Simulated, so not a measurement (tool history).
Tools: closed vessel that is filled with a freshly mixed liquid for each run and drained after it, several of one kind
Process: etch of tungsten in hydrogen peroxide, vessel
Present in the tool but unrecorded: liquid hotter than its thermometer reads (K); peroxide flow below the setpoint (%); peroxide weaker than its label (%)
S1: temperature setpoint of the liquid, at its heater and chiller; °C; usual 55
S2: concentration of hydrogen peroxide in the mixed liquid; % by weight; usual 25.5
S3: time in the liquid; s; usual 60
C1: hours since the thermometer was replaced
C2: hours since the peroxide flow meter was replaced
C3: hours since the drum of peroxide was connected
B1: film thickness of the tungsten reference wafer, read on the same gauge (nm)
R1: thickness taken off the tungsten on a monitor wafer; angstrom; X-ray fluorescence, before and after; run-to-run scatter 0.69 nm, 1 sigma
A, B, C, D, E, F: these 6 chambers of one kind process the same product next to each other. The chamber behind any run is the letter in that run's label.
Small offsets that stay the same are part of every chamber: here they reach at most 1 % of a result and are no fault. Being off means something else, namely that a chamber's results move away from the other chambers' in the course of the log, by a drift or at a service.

{"run": "1C", "hour": 10.3, "S1": 55, "S2": 25.5, "S3": 60, "C1": 1892.6, "C2": 226.8, "C3": 240.5, "B1": 40.011, "R1": 762.33}
{"run": "2B", "hour": 22.1, "S1": 55, "S2": 25.5, "S3": 60, "C1": 173.3, "C2": 625, "C3": 36.5, "B1": 40.004, "R1": 770.64}
{"hour": 24.3, "done": "chamber D: new drum of peroxide connected"}
{"run": "3D", "hour": 32.4, "S1": 55, "S2": 25.5, "S3": 60, "C1": 1077.1, "C2": 280.6, "C3": 8.2, "B1": 40.001, "R1": 771.38}
{"run": "4E", "hour": 40.3, "S1": 55, "S2": 25.5, "S3": 60, "C1": 1055.2, "C2": 469.2, "C3": 127.3, "B1": 39.964, "R1": 765.19}
{"run": "5F", "hour": 49.7, "S1": 55, "S2": 25.5, "S3": 60, "C1": 436.7, "C2": 512.8, "C3": 199.3, "B1": 40.02, "R1": 770.63}
{"run": "6A", "hour": 55.1, "S1": 55, "S2": 25.5, "S3": 60, "C1": 825.6, "C2": 1863, "C3": 593.6, "B1": 40.015, "R1": 768.93}
{"run": "7A", "hour": 62.8, "S1": 55, "S2": 25.5, "S3": 60, "C1": 833.3, "C2": 1870.7, "C3": 601.3, "B1": 39.962, "R1": 766.61}
{"run": "8B", "hour": 73.2, "S1": 55, "S2": 25.5, "S3": 60, "C1": 224.4, "C2": 676.1, "C3": 87.6, "B1": 39.996, "R1": 764.83}
{"run": "9F", "hour": 85.1, "S1": 55, "S2": 25.5, "S3": 60, "C1": 472.1, "C2": 548.2, "C3": 234.7, "B1": 40.012, "R1": 777.31}
{"run": "10D", "hour": 96.3, "S1": 55, "S2": 25.5, "S3": 60, "C1": 1141, "C2": 344.5, "C3": 72.1, "B1": 40.012, "R1": 800}
{"run": "11C", "hour": 106.2, "S1": 55, "S2": 25.5, "S3": 60, "C1": 1988.5, "C2": 322.7, "C3": 336.4, "B1": 40.029, "R1": 755.56}
{"run": "12E", "hour": 113.3, "S1": 55, "S2": 25.5, "S3": 60, "C1": 1128.2, "C2": 542.2, "C3": 200.3, "B1": 39.989, "R1": 778.13}
{"run": "13D", "hour": 122.6, "S1": 55, "S2": 25.5, "S3": 60, "C1": 1167.3, "C2": 370.8, "C3": 98.4, "B1": 40.029, "R1": 794.4}
{"run": "14B", "hour": 131.5, "S1": 55, "S2": 25.5, "S3": 60, "C1": 282.7, "C2": 734.4, "C3": 145.9, "B1": 40.041, "R1": 763.56}
{"run": "15A", "hour": 143.2, "S1": 49, "S2": 19.5, "S3": 60, "C1": 913.7, "C2": 1951.1, "C3": 681.7, "B1": 39.94, "R1": 471.44}
{"hour": 146.5, "done": "chamber A: new drum of peroxide connected"}
{"run": "16C", "hour": 153.6, "S1": 49, "S2": 19.5, "S3": 60, "C1": 2035.9, "C2": 370.1, "C3": 383.8, "B1": 39.978, "R1": 463.84}
{"run": "17E", "hour": 159.0, "S1": 49, "S2": 19.5, "S3": 60, "C1": 1173.9, "C2": 587.9, "C3": 246, "B1": 40, "R1": 466.08}
{"run": "18F", "hour": 164.3, "S1": 49, "S2": 19.5, "S3": 60, "C1": 551.3, "C2": 627.4, "C3": 313.9, "B1": 39.983, "R1": 475.26}
{"run": "19E", "hour": 171.2, "S1": 49, "S2": 19.5, "S3": 60, "C1": 1186.1, "C2": 600.1, "C3": 258.2, "B1": 39.999, "R1": 468.16}
{"run": "20D", "hour": 181.0, "S1": 49, "S2": 19.5, "S3": 60, "C1": 1225.7, "C2": 429.2, "C3": 156.8, "B1": 39.984, "R1": 481.28}
{"run": "21A", "hour": 191.1, "S1": 55, "S2": 25.5, "S3": 60, "C1": 961.6, "C2": 1999, "C3": 44.7, "B1": 40.018, "R1": 775.47}
{"run": "22F", "hour": 200.2, "S1": 55, "S2": 25.5, "S3": 60, "C1": 587.2, "C2": 663.3, "C3": 349.8, "B1": 39.99, "R1": 757.83}
{"hour": 201.3, "done": "chamber A: thermometer replaced"}
{"run": "23C", "hour": 206.1, "S1": 55, "S2": 25.5, "S3": 60, "C1": 2088.4, "C2": 422.6, "C3": 436.3, "B1": 39.986, "R1": 761.65}
{"run": "24B", "hour": 217.0, "S1": 55, "S2": 25.5, "S3": 60, "C1": 368.2, "C2": 819.9, "C3": 231.4, "B1": 39.98, "R1": 768.86}
{"run": "25F", "hour": 222.7, "S1": 55, "S2": 25.5, "S3": 60, "C1": 609.7, "C2": 685.8, "C3": 372.3, "B1": 39.992, "R1": 758.18}
{"run": "26D", "hour": 229.1, "S1": 55, "S2": 25.5, "S3": 60, "C1": 1273.8, "C2": 477.3, "C3": 204.9, "B1": 39.968, "R1": 816.16}
{"run": "27C", "hour": 238.1, "S1": 55, "S2": 25.5, "S3": 60, "C1": 2120.4, "C2": 454.6, "C3": 468.3, "B1": 40.017, "R1": 757.85}
{"run": "28E", "hour": 249.2, "S1": 55, "S2": 25.5, "S3": 60, "C1": 1264.1, "C2": 678.1, "C3": 336.2, "B1": 40.004, "R1": 767.23}
{"run": "29B", "hour": 261.4, "S1": 55, "S2": 25.5, "S3": 60, "C1": 412.6, "C2": 864.3, "C3": 275.8, "B1": 40.01, "R1": 784.92}
{"run": "30A", "hour": 269.5, "S1": 55, "S2": 25.5, "S3": 60, "C1": 68.2, "C2": 2077.4, "C3": 123.1, "B1": 40.025, "R1": 783.47}
{"run": "31F", "hour": 281.4, "S1": 55, "S2": 25.5, "S3": 60, "C1": 668.4, "C2": 744.5, "C3": 431, "B1": 40.018, "R1": 778.28}
{"run": "32C", "hour": 289.1, "S1": 55, "S2": 25.5, "S3": 60, "C1": 2171.4, "C2": 505.6, "C3": 519.3, "B1": 40.003, "R1": 759.63}
{"run": "33D", "hour": 300.3, "S1": 55, "S2": 25.5, "S3": 60, "C1": 1345, "C2": 548.5, "C3": 276.1, "B1": 39.995, "R1": 832.44}
{"run": "34A", "hour": 311.6, "S1": 55, "S2": 25.5, "S3": 60, "C1": 110.3, "C2": 2119.5, "C3": 165.2, "B1": 39.991, "R1": 784.39}
{"run": "35B", "hour": 321.7, "S1": 55, "S2": 25.5, "S3": 60, "C1": 472.9, "C2": 924.6, "C3": 336.1, "B1": 40.019, "R1": 764.53}
{"run": "36E", "hour": 333.3, "S1": 55, "S2": 25.5, "S3": 60, "C1": 1348.2, "C2": 762.2, "C3": 420.3, "B1": 40.012, "R1": 774.43}
{"run": "37D", "hour": 341.4, "S1": 55, "S2": 25.5, "S3": 60, "C1": 1386.1, "C2": 589.6, "C3": 317.2, "B1": 40.001, "R1": 836.13}
{"run": "38A", "hour": 347.2, "S1": 55, "S2": 20, "S3": 60, "C1": 145.9, "C2": 2155.1, "C3": 200.8, "B1": 40.024, "R1": 690.18}

Which is it: a chamber that has drifted or been left off by a service, a gauge drift common to all chambers, or only each chamber's usual small offset? If a chamber is off, name it and its likeliest cause.

It is chamber D that slowly wanders off from its peers.
What lies behind it: liquid hotter than its thermometer reads (K) = 1.46.

Below are 4 candidate recipes for chamber D's next run, each the usual settings with a change, their results shown as question marks. Which of them brings D's results back in line with what the other chambers give on the usual settings?
Counts as in line when no further than this from what the other chambers average on the usual settings: R1 24 angstrom
{"run": "39D-1", "hour": 356.0, "S1": 55.5, "S2": 25.5, "S3": 60, "R1": "?"}
{"run": "39D-2", "hour": 356.0, "S1": 56.5, "S2": 25.5, "S3": 60, "R1": "?"}
{"run": "39D-3", "hour": 356.0, "S1": 55, "S2": 21.5, "S3": 60, "R1": "?"}
{"run": "39D-4", "hour": 356.0, "S1": 54.5, "S2": 25.5, "S3": 60, "R1": "?"}

What the other chambers average on the usual settings: R1 768.4 angstrom
run=39D-1 R1=855.92
run=39D-2 R1=908.44
run=39D-3 R1=762.31
run=39D-4 R1=806.61
39D-3 brings the chamber back in line.
